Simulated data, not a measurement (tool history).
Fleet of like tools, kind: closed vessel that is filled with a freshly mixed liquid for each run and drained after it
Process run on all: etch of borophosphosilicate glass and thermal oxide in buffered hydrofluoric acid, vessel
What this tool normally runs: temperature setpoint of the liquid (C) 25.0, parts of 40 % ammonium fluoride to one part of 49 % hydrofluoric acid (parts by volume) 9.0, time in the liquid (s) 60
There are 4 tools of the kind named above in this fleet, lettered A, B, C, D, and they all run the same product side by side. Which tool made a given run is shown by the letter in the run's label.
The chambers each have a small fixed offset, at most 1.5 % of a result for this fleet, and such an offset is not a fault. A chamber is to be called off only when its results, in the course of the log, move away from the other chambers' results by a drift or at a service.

| run | hour | temperature setpoint of the liquid (C) | parts of 40 % ammonium fluoride to one part of 49 % hydrofluoric acid (parts by volume) | time in the liquid (s) | read-back film thickness of the borophosphosilicate glass reference wafer, read on the same gauge (nm) | read-back film thickness of the thermal oxide reference wafer, read on the same gauge (nm) | thickness taken off the borophosphosilicate glass on a monitor wafer (Å) | thickness taken off the thermal oxide on a monitor wafer (Å) |
|---|---|---|---|---|---|---|---|---|
| 1C | 6.7 | 25.0 | 9.0 | 60 | 120.01 | 129.99 | 1300.00 | 792.82 |
| 2B | 14.7 | 25.0 | 9.0 | 60 | 120.00 | 130.02 | 1323.20 | 772.99 |
| 3A | 24.2 | 25.0 | 9.0 | 60 | 120.00 | 130.04 | 1313.80 | 785.98 |
|  | 25.4 | chamber C: hydrofluoric acid flow meter replaced |
| 4D | 31.2 | 25.0 | 9.0 | 60 | 120.00 | 129.99 | 1349.80 | 786.25 |
| 5D | 40.5 | 25.0 | 9.0 | 60 | 120.01 | 130.00 | 1322.60 | 785.04 |
| 6A | 47.0 | 25.0 | 9.0 | 60 | 120.00 | 129.96 | 1306.60 | 787.60 |
| 7B | 51.9 | 25.0 | 9.0 | 60 | 120.00 | 130.00 | 1298.20 | 773.31 |
| 8C | 60.7 | 25.0 | 9.0 | 60 | 120.00 | 129.99 | 1282.10 | 783.07 |
| 9C | 67.6 | 21.0 | 9.0 | 60 | 120.00 | 130.00 | 1028.00 | 627.62 |
| 10B | 74.6 | 21.0 | 9.0 | 60 | 120.00 | 129.96 | 1039.80 | 624.69 |
| 11A | 82.5 | 21.0 | 9.0 | 60 | 120.01 | 129.99 | 1069.90 | 634.79 |
| 12D | 89.9 | 21.0 | 9.0 | 60 | 120.02 | 130.00 | 1070.60 | 629.88 |
| 13D | 97.0 | 25.0 | 9.0 | 60 | 120.01 | 130.02 | 1311.80 | 781.40 |
| 14B | 104.7 | 25.0 | 6.0 | 60 | 120.00 | 130.04 | 1904.90 | 1134.40 |
| 15C | 113.0 | 25.0 | 6.0 | 60 | 120.00 | 130.00 | 1965.20 | 1194.60 |
| 16A | 121.1 | 25.0 | 6.0 | 60 | 120.00 | 129.99 | 1994.40 | 1178.60 |
| 17B | 129.7 | 25.0 | 6.0 | 60 | 120.01 | 130.01 | 1933.10 | 1123.20 |
| 18C | 136.3 | 25.0 | 9.0 | 60 | 120.01 | 130.02 | 1293.30 | 787.45 |
| 19D | 142.7 | 22.5 | 7.5 | 60 | 120.01 | 130.05 | 1388.10 | 836.50 |
| 20A | 149.8 | 22.5 | 7.5 | 60 | 120.00 | 129.98 | 1396.70 | 836.36 |
| 21C | 158.4 | 22.5 | 7.5 | 60 | 119.98 | 130.01 | 1393.70 | 843.78 |
| 22A | 167.6 | 22.5 | 7.5 | 60 | 120.01 | 129.99 | 1403.20 | 843.21 |
| 23D | 176.8 | 25.0 | 9.0 | 60 | 119.99 | 129.99 | 1302.30 | 785.51 |
| 24B | 181.4 | 25.0 | 9.0 | 60 | 120.00 | 130.02 | 1253.50 | 751.65 |
| 25C | 191.1 | 25.0 | 9.0 | 60 | 119.99 | 129.96 | 1291.90 | 784.58 |
| 26D | 195.6 | 25.0 | 9.0 | 60 | 120.00 | 130.00 | 1328.80 | 785.50 |
| 27A | 203.6 | 21.5 | 9.0 | 45 | 119.98 | 130.00 | 828.82 | 489.80 |
| 28B | 209.0 | 21.5 | 9.0 | 45 | 120.01 | 130.00 | 777.76 | 468.55 |
| 29C | 216.7 | 21.5 | 9.0 | 45 | 120.01 | 129.98 | 808.08 | 484.67 |
| 30B | 226.0 | 21.5 | 9.0 | 45 | 120.00 | 130.04 | 781.54 | 461.85 |
| 31A | 232.9 | 25.0 | 9.0 | 60 | 120.02 | 129.95 | 1333.00 | 794.42 |
| 32D | 239.8 | 25.0 | 12.0 | 80 | 120.01 | 130.02 | 1377.80 | 822.82 |
| 33A | 245.3 | 25.0 | 12.0 | 80 | 119.99 | 129.98 | 1380.40 | 827.20 |

For the next run the whole fleet of 4 chambers uses the same settings. Give each chamber's results:
| 34A | 252.5 | 25.0 | 9.0 | 60 |  |  | ? | ? |
| 34B | 252.5 | 25.0 | 9.0 | 60 |  |  | ? | ? |
| 34C | 252.5 | 25.0 | 9.0 | 60 |  |  | ? | ? |
| 34D | 252.5 | 25.0 | 9.0 | 60 |  |  | ? | ? |

| run | thickness taken off the borophosphosilicate glass on a monitor wafer (Å) | thickness taken off the thermal oxide on a monitor wafer (Å) |
|---|---|---|
| 34A | 1322.10 | 789.02 |
| 34B | 1256.40 | 739.19 |
| 34C | 1292.60 | 786.17 |
| 34D | 1325.90 | 794.21 |
